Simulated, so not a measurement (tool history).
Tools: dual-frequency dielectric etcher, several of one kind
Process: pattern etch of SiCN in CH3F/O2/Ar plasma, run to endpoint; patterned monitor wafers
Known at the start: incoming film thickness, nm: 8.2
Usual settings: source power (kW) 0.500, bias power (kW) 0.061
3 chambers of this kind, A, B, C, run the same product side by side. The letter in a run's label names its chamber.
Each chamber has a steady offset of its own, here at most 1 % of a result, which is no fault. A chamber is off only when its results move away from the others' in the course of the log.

run,day,source power (kW),bias power (kW),endpoint time (s)
1B,0.312,0.500,0.061,21.348
2C,0.679,0.500,0.061,21.081
3A,1.000,0.500,0.061,20.936
4B,1.254,0.500,0.061,21.444
5C,1.529,0.500,0.061,21.225
6A,1.854,0.500,0.061,21.120
7B,2.062,0.500,0.061,21.387
8C,2.425,0.500,0.061,21.338
9A,2.721,0.500,0.061,21.138
# day 2.896: chamber C: wet clean of the chamber
10A,3.033,0.500,0.061,21.129
# day 3.138: chamber B: wet clean of the chamber
11C,3.408,0.500,0.061,22.315
12B,3.642,0.500,0.061,21.392
13C,4.025,0.500,0.061,22.249
14B,4.233,0.430,0.061,22.605
15A,4.588,0.430,0.061,22.485
16A,4.962,0.430,0.061,22.166
17C,5.288,0.500,0.061,22.244
18B,5.500,0.500,0.061,21.455
19C,5.717,0.500,0.061,22.123
20A,6.125,0.500,0.052,22.193
# day 6.362: chamber A: wet clean of the chamber
21B,6.371,0.500,0.052,22.771
22A,6.662,0.500,0.052,22.343

What goes on in this fleet: one chamber off, a drifting gauge, or nothing beyond the chambers' own small offsets? Name the chamber and the cause, if any.

A service left chamber C off against the others.
Cause: etch rate under this chamber's usual, % = 4.31.

Here are 4 candidates for chamber C's next run, each the usual settings with a change, their results left as question marks. Which one brings its results back in line with what the others give on the usual settings?
In line means no further than this from the other chambers' mean on the usual settings: endpoint time (s) 0.370
23C-1,6.958,0.500,0.047,?
23C-2,6.958,0.560,0.061,?
23C-3,6.958,0.560,0.067,?
23C-4,6.958,0.470,0.058,?

The other chambers' mean on the usual settings: endpoint time (s) 21.287
run,endpoint time (s)
23C-1,24.175
23C-2,21.293
23C-3,20.643
23C-4,23.171
23C-2 brings the chamber back in line.

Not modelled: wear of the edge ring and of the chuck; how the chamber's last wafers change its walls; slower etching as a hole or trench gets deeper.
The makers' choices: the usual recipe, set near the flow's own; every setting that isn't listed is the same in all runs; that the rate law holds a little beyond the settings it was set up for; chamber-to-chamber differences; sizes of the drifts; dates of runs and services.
